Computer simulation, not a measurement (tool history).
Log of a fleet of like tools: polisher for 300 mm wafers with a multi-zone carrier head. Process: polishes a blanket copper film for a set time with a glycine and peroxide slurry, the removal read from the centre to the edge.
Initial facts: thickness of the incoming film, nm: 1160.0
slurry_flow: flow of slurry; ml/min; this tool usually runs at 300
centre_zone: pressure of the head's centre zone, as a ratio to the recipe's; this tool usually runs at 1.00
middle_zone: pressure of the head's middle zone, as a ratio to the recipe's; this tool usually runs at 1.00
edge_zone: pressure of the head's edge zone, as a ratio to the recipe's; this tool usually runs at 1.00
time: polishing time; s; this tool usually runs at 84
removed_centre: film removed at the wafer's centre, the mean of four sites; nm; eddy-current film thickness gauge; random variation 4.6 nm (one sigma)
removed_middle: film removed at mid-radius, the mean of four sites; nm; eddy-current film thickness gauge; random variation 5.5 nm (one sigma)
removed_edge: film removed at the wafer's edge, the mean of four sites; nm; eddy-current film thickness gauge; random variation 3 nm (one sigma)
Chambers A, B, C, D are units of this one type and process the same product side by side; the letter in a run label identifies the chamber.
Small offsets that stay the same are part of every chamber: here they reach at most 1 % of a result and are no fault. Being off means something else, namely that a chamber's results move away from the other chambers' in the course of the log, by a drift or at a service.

run,hour,slurry_flow,centre_zone,middle_zone,edge_zone,time,wafers polished on this pad,hours since the slurry nozzle was cleaned,hours since the centre zone pressure was calibrated,hours since the edge zone pressure was calibrated,removed_centre,removed_middle,removed_edge
# hour 2.4: chamber D: worn pad replaced by a new one
1D,6.6,300,1.00,1.00,1.00,84,50,58.0,551.4,463.6,366.22,367.94,375.39
2A,13.8,300,1.00,1.00,1.00,84,387,197.3,75.1,1218.7,369.99,362.09,371.30
3C,21.9,300,1.00,1.00,1.00,84,423,307.1,432.3,324.6,373.79,366.17,370.66
4B,28.1,300,1.00,1.00,1.00,84,564,393.3,497.4,845.4,363.46,367.26,371.70
5B,32.7,300,1.00,1.00,1.00,84,618,397.9,502.0,850.0,363.69,364.29,371.94
# hour 36.3: chamber B: worn pad replaced by a new one
6C,36.4,300,1.00,1.00,1.00,84,594,321.6,446.8,339.1,366.61,371.09,368.13
7A,43.1,300,1.00,1.00,1.00,84,732,226.6,104.4,1248.0,366.47,360.14,369.31
# hour 47.0: chamber A: slurry nozzle cleaned
8D,48.2,390,1.00,1.09,1.00,84,541,99.6,593.0,505.2,385.36,403.38,373.41
9B,53.0,390,1.00,1.09,1.00,84,197,418.2,522.3,870.3,373.46,407.42,373.26
10C,57.1,390,1.00,1.09,1.00,84,838,342.3,467.5,359.8,381.50,403.60,376.54
# hour 60.2: chamber C: centre zone pressure recalibrated
# hour 60.8: chamber C: worn pad replaced by a new one
# hour 62.0: chamber B: slurry nozzle cleaned
11A,65.2,390,1.00,1.09,1.00,84,993,18.3,126.5,1270.1,366.51,394.66,372.39
12D,72.3,300,1.00,1.00,1.00,84,825,123.7,617.1,529.3,370.21,364.90,372.02
13A,77.7,300,1.00,1.00,1.04,84,1140,30.8,139.0,1282.6,363.30,359.19,372.57
14D,82.7,300,1.00,1.00,1.04,84,947,134.1,627.5,539.7,366.36,375.60,385.18
15B,87.6,300,1.00,1.00,1.04,84,605,25.6,556.9,904.9,363.29,367.54,375.08
16C,92.9,300,1.00,1.00,1.04,84,379,378.1,32.7,395.6,335.99,369.25,385.33
17C,99.0,300,1.00,1.00,1.00,84,451,384.2,38.8,401.7,339.88,357.98,372.28
# hour 103.3: chamber A: worn pad replaced by a new one
18A,104.6,300,1.00,1.00,1.00,84,15,57.7,165.9,1309.5,363.50,365.36,369.47
# hour 106.7: chamber B: worn pad replaced by a new one
19B,108.2,300,1.00,1.00,1.00,84,18,46.2,577.5,925.5,355.61,358.63,365.87
20D,112.8,200,0.89,1.00,1.00,84,1302,164.2,657.6,569.8,304.67,351.57,360.18
# hour 114.3: chamber D: worn pad replaced by a new one
21C,119.1,200,0.89,1.00,1.00,84,688,404.3,58.9,421.8,278.35,347.95,348.54
22D,122.9,200,0.89,1.00,1.00,84,101,174.3,667.7,579.9,309.79,346.36,361.93
# hour 126.4: chamber C: worn pad replaced by a new one
23B,128.0,200,0.89,1.00,1.00,84,251,66.0,597.3,945.3,299.14,344.12,354.89
24A,133.6,300,1.00,1.00,1.00,84,357,86.7,194.9,1338.5,371.29,374.43,365.89
25A,138.5,300,1.00,1.00,1.00,84,415,91.6,199.8,1343.4,364.91,371.54,364.57
26C,146.2,300,1.00,1.00,1.00,84,234,431.4,86.0,448.9,341.92,363.51,372.11
27D,152.3,300,1.00,1.00,1.00,84,448,203.7,697.1,609.3,363.69,370.55,365.93
28B,160.2,300,1.00,1.00,1.00,84,631,98.2,629.5,977.5,372.00,364.44,363.76
29D,166.3,300,1.00,1.00,1.00,84,613,217.7,711.1,623.3,366.74,363.41,368.92
30B,171.5,300,1.00,1.00,1.00,84,764,109.5,640.8,988.8,361.73,365.72,366.85
31C,176.8,300,1.00,1.00,1.00,84,595,462.0,116.6,479.5,340.22,368.25,368.31

Which is it: a chamber that has drifted or been left off by a service, a gauge drift common to all chambers, or only each chamber's usual small offset? If a chamber is off, name it and its likeliest cause.

A service on chamber C put it out of line with the rest.
What lies behind it: centre zone's pressure below its setpoint, % = 8.62.

Chamber C could run next with any of the 4 candidate recipes listed below; each alters the usual settings, and their results appear as question marks. Which one brings its results back in line with what the other chambers deliver on the usual settings?
In line means no further than this from the other chambers' mean on the usual settings: removed_centre 16.00 nm; removed_middle 19.00 nm; removed_edge 11.00 nm
32C-1,182.7,295,0.93,1.01,1.03,83,,,,,?,?,?
32C-2,182.7,310,1.14,0.98,0.95,86,,,,,?,?,?
32C-3,182.7,290,0.88,1.01,1.05,83,,,,,?,?,?
32C-4,182.7,305,1.07,0.99,0.97,85,,,,,?,?,?

The mean the other chambers reach with the usual settings: removed_centre 366.86 nm; removed_middle 366.62 nm; removed_edge 367.41 nm
run,removed_centre,removed_middle,removed_edge
32C-1,305.72,365.94,369.03
32C-2,398.46,370.10,368.06
32C-3,286.87,365.39,372.35
32C-4,366.84,368.82,367.22
32C-4 puts the chamber back in line with the other chambers.
